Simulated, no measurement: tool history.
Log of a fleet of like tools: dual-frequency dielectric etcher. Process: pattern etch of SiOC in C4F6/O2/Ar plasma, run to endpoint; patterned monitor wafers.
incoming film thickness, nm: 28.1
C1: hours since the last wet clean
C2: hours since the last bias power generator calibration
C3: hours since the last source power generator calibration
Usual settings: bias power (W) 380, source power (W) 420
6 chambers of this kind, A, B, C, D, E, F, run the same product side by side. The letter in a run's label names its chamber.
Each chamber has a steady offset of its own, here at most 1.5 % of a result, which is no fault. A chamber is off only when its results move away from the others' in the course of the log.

run 1D day=0.662 | bias_power_(W)=380 source_power_(W)=420 | C1=29.8 C2=2812.1 C3=1585.7 | endpoint_time_(s)=10.247
run 2F day=1.067 | bias_power_(W)=380 source_power_(W)=420 | C1=77.8 C2=3213.1 C3=1096.2 | endpoint_time_(s)=10.295
run 3C day=1.417 | bias_power_(W)=380 source_power_(W)=420 | C1=357 C2=184.3 C3=1719.5 | endpoint_time_(s)=10.375
run 4A day=1.892 | bias_power_(W)=380 source_power_(W)=420 | C1=329 C2=1801.4 C3=3592.5 | endpoint_time_(s)=10.21
run 5B day=2.479 | bias_power_(W)=380 source_power_(W)=420 | C1=152.2 C2=880.3 C3=725.3 | endpoint_time_(s)=10.166
run 6E day=2.946 | bias_power_(W)=380 source_power_(W)=420 | C1=288.5 C2=155.8 C3=2387.3 | endpoint_time_(s)=10.315
run 7A day=3.262 | bias_power_(W)=380 source_power_(W)=420 | C1=361.9 C2=1834.3 C3=3625.4 | endpoint_time_(s)=10.2
run 8F day=3.7 | bias_power_(W)=380 source_power_(W)=420 | C1=141 C2=3276.3 C3=1159.4 | endpoint_time_(s)=10.277
run 9C day=4.396 | bias_power_(W)=380 source_power_(W)=420 | C1=428.5 C2=255.8 C3=1791 | endpoint_time_(s)=10.395
-- day=4.575 chamber E: source power generator calibrated
run 10E day=4.725 | bias_power_(W)=380 source_power_(W)=420 | C1=331.2 C2=198.5 C3=3.6 | endpoint_time_(s)=10.33
run 11D day=5.404 | bias_power_(W)=380 source_power_(W)=420 | C1=143.6 C2=2925.9 C3=1699.5 | endpoint_time_(s)=10.173
-- day=5.558 chamber C: wet clean of the chamber
run 12B day=5.958 | bias_power_(W)=380 source_power_(W)=420 | C1=235.7 C2=963.8 C3=808.8 | endpoint_time_(s)=10.147
run 13B day=6.496 | bias_power_(W)=380 source_power_(W)=420 | C1=248.6 C2=976.7 C3=821.7 | endpoint_time_(s)=10.227
run 14F day=7.125 | bias_power_(W)=380 source_power_(W)=420 | C1=223.2 C2=3358.5 C3=1241.6 | endpoint_time_(s)=10.222
run 15D day=7.688 | bias_power_(W)=380 source_power_(W)=420 | C1=198.4 C2=2980.7 C3=1754.3 | endpoint_time_(s)=10.296
run 16E day=8.029 | bias_power_(W)=380 source_power_(W)=420 | C1=410.5 C2=277.8 C3=82.9 | endpoint_time_(s)=10.246
run 17C day=8.388 | bias_power_(W)=311 source_power_(W)=420 | C1=67.9 C2=351.6 C3=1886.8 | endpoint_time_(s)=10.964
run 18A day=8.75 | bias_power_(W)=311 source_power_(W)=420 | C1=493.6 C2=1966 C3=3757.1 | endpoint_time_(s)=10.884
run 19E day=9.392 | bias_power_(W)=311 source_power_(W)=420 | C1=443.2 C2=310.5 C3=115.6 | endpoint_time_(s)=11.113
-- day=9.808 chamber F: bias power generator calibrated
run 20B day=10.012 | bias_power_(W)=311 source_power_(W)=420 | C1=333 C2=1061.1 C3=906.1 | endpoint_time_(s)=11.172
run 21D day=10.371 | bias_power_(W)=311 source_power_(W)=420 | C1=262.8 C2=3045.1 C3=1818.7 | endpoint_time_(s)=10.991
-- day=10.733 chamber E: wet clean of the chamber
run 22C day=11.017 | bias_power_(W)=311 source_power_(W)=420 | C1=131 C2=414.7 C3=1949.9 | endpoint_time_(s)=11.017
run 23F day=11.379 | bias_power_(W)=380 source_power_(W)=420 | C1=325.3 C2=37.7 C3=1343.7 | endpoint_time_(s)=10.211
run 24A day=11.7 | bias_power_(W)=380 source_power_(W)=420 | C1=564.4 C2=2036.8 C3=3827.9 | endpoint_time_(s)=10.124
run 25E day=12.296 | bias_power_(W)=380 source_power_(W)=420 | C1=37.5 C2=380.2 C3=185.3 | endpoint_time_(s)=10.302
-- day=12.3 chamber A: wet clean of the chamber
run 26B day=12.854 | bias_power_(W)=380 source_power_(W)=420 | C1=401.2 C2=1129.3 C3=974.3 | endpoint_time_(s)=10.54
run 27A day=13.371 | bias_power_(W)=410 source_power_(W)=330 | C1=25.7 C2=2076.9 C3=3868 | endpoint_time_(s)=10.822
run 28F day=13.858 | bias_power_(W)=410 source_power_(W)=330 | C1=384.8 C2=97.2 C3=1403.2 | endpoint_time_(s)=10.947
run 29C day=14.375 | bias_power_(W)=410 source_power_(W)=330 | C1=211.6 C2=495.3 C3=2030.5 | endpoint_time_(s)=11.023
run 30D day=14.712 | bias_power_(W)=410 source_power_(W)=330 | C1=367 C2=3149.3 C3=1922.9 | endpoint_time_(s)=10.881
-- day=15.075 chamber A: source power generator calibrated
run 31C day=15.383 | bias_power_(W)=410 source_power_(W)=330 | C1=235.8 C2=519.5 C3=2054.7 | endpoint_time_(s)=10.965
run 32B day=16.062 | bias_power_(W)=410 source_power_(W)=330 | C1=478.2 C2=1206.3 C3=1051.3 | endpoint_time_(s)=11.368
run 33D day=16.567 | bias_power_(W)=380 source_power_(W)=420 | C1=411.5 C2=3193.8 C3=1967.4 | endpoint_time_(s)=10.215
run 34A day=17.054 | bias_power_(W)=380 source_power_(W)=420 | C1=114.1 C2=2165.3 C3=47.6 | endpoint_time_(s)=10.147
run 35E day=17.521 | bias_power_(W)=380 source_power_(W)=420 | C1=162.9 C2=505.6 C3=310.7 | endpoint_time_(s)=10.261
run 36F day=17.838 | bias_power_(W)=380 source_power_(W)=420 | C1=480.3 C2=192.7 C3=1498.7 | endpoint_time_(s)=10.344

Next, every chamber runs the same settings. What will each give?
run 37A day=18.333 | bias_power_(W)=380 source_power_(W)=470 | endpoint_time_(s)=?
run 37B day=18.333 | bias_power_(W)=380 source_power_(W)=470 | endpoint_time_(s)=?
run 37C day=18.333 | bias_power_(W)=380 source_power_(W)=470 | endpoint_time_(s)=?
run 37D day=18.333 | bias_power_(W)=380 source_power_(W)=470 | endpoint_time_(s)=?
run 37E day=18.333 | bias_power_(W)=380 source_power_(W)=470 | endpoint_time_(s)=?
run 37F day=18.333 | bias_power_(W)=380 source_power_(W)=470 | endpoint_time_(s)=?

run=37A endpoint_time_(s)=9.8141
run=37B endpoint_time_(s)=10.351
run=37C endpoint_time_(s)=9.8611
run=37D endpoint_time_(s)=9.8023
run=37E endpoint_time_(s)=9.8434
run=37F endpoint_time_(s)=9.908
